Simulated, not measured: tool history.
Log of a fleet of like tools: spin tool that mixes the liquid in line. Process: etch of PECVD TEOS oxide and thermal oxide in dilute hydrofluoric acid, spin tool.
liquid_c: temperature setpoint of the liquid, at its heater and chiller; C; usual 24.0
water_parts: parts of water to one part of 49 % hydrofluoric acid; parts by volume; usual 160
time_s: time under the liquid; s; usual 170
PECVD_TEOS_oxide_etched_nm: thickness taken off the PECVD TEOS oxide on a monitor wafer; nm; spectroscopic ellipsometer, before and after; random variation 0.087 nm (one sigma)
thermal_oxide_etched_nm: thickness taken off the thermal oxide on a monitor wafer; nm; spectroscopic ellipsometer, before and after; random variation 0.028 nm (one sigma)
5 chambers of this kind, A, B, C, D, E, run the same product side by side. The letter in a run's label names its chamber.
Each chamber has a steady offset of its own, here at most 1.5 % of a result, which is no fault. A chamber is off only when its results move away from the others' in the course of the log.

run   hour  liquid_c  water_parts  time_s  hours since the thermometer was replaced  hours since the hydrofluoric acid flow meter was replaced  read-back film thickness of the PECVD TEOS oxide reference wafer, read on the same gauge (nm)  read-back film thickness of the thermal oxide reference wafer, read on the same gauge (nm)  PECVD_TEOS_oxide_etched_nm  thermal_oxide_etched_nm
 1D    6.0      24.0          160     170                                     686.0                                                      369.1                                                                                         70.014                                                                                      140.00                      17.175                   4.4363
 2B   15.4      24.0          160     170                                    2040.4                                                      527.0                                                                                         70.018                                                                                      140.01                      17.515                   4.5014
 3E   20.8      24.0          160     170                                    1228.9                                                      425.4                                                                                         70.022                                                                                      139.99                      17.514                   4.4805
 4C   30.7      24.0          160     170                                    1252.1                                                     1573.2                                                                                         69.998                                                                                      139.97                      17.611                   4.4969
 5A   35.8      24.0          160     170                                     322.9                                                      682.6                                                                                         69.996                                                                                      140.00                      17.164                   4.5011
 6D   45.9      24.0          160     170                                     725.9                                                      409.0                                                                                         69.974                                                                                      140.01                      17.275                   4.3997
 7B   51.9      29.0          215     170                                    2076.9                                                      563.5                                                                                         69.971                                                                                      140.00                      14.617                   3.7039
 8A   57.3      29.0          215     170                                     344.4                                                      704.1                                                                                         70.007                                                                                      140.01                      14.381                   3.7521
 9C   68.1      29.0          215     170                                    1289.5                                                     1610.6                                                                                         69.951                                                                                      140.00                      14.569                   3.7261
10E   77.6      29.0          215     170                                    1285.7                                                      482.2                                                                                         69.981                                                                                      139.99                      14.714                   3.7128
11E   87.0      29.0          215     170                                    1295.1                                                      491.6                                                                                         70.040                                                                                      139.98                      14.560                   3.7541
12B   97.1      24.0          160     170                                    2122.1                                                      608.7                                                                                         70.005                                                                                      139.98                      17.353                   4.4100
13D  103.3      24.0          160     170                                     783.3                                                      466.4                                                                                         69.954                                                                                      140.02                      17.246                   4.4361
14C  108.9      19.5          160     220                                    1330.3                                                     1651.4                                                                                         70.001                                                                                      140.02                      18.966                   4.8979
15A  119.7      19.5          160     220                                     406.8                                                      766.5                                                                                         70.035                                                                                      139.99                      18.668                   4.8824
     125.7  -- chamber C: hydrofluoric acid flow meter replaced
16D  126.4      19.5          160     220                                     806.4                                                      489.5                                                                                         69.980                                                                                      140.01                      18.825                   4.7993
17E  131.7      19.5          160     220                                    1339.8                                                      536.3                                                                                         69.960                                                                                      140.00                      19.089                   4.8946
     132.9  -- chamber D: hydrofluoric acid flow meter replaced
18A  139.0      19.5          160     220                                     426.1                                                      785.8                                                                                         70.009                                                                                      140.00                      18.689                   4.8120
19C  146.7      24.0          160     170                                    1368.1                                                       21.1                                                                                         69.944                                                                                      140.01                      17.469                   4.5060
20B  156.9      24.0          160     170                                    2181.9                                                      668.5                                                                                         69.994                                                                                      140.01                      17.453                   4.4488
21B  166.0      24.0          160     170                                    2191.0                                                      677.6                                                                                         70.067                                                                                      140.01                      17.551                   4.4004
22C  176.8      24.0          160     170                                    1398.2                                                       51.2                                                                                         69.970                                                                                      139.98                      17.572                   4.4631
23A  187.5      24.0          160     170                                     474.6                                                      834.3                                                                                         69.994                                                                                      140.01                      17.225                   4.5044
24D  195.8      24.0          160     170                                     875.8                                                       63.0                                                                                         70.028                                                                                      140.00                      17.433                   4.4308
25E  202.6      24.0          160     170                                    1410.7                                                      607.2                                                                                         70.008                                                                                      140.00                      17.585                   4.4238
26D  212.5      24.0          160     170                                     892.5                                                       79.7                                                                                         69.965                                                                                      140.00                      17.207                   4.4912
27E  219.1      24.0          160     170                                    1427.2                                                      623.7                                                                                         70.019                                                                                      140.02                      17.566                   4.5019
28C  224.8      24.0          160     170                                    1446.2                                                       99.2                                                                                         70.062                                                                                      140.01                      17.586                   4.4966
29B  230.3      24.0          160     170                                    2255.3                                                      741.9                                                                                         69.978                                                                                      140.00                      17.462                   4.3933
30A  238.3      24.0          160     230                                     525.4                                                      885.1                                                                                         70.000                                                                                      140.00                      23.495                   6.0670
31A  248.4      24.0          160     230                                     535.5                                                      895.2                                                                                         70.021                                                                                      139.99                      23.246                   6.0640

All 5 chambers run these settings next. Forecast each chamber's results:
32A  256.4      24.0          160     170                                                                                                                                                                                                                                                                                                                           ?                        ?
32B  256.4      24.0          160     170                                                                                                                                                                                                                                                                                                                           ?                        ?
32C  256.4      24.0          160     170                                                                                                                                                                                                                                                                                                                           ?                        ?
32D  256.4      24.0          160     170                                                                                                                                                                                                                                                                                                                           ?                        ?
32E  256.4      24.0          160     170                                                                                                                                                                                                                                                                                                                           ?                        ?

run  PECVD_TEOS_oxide_etched_nm  thermal_oxide_etched_nm
32A                      17.263                   4.5159
32B                      17.338                   4.4957
32C                      17.728                   4.5071
32D                      17.393                   4.4486
32E                      17.756                   4.4619
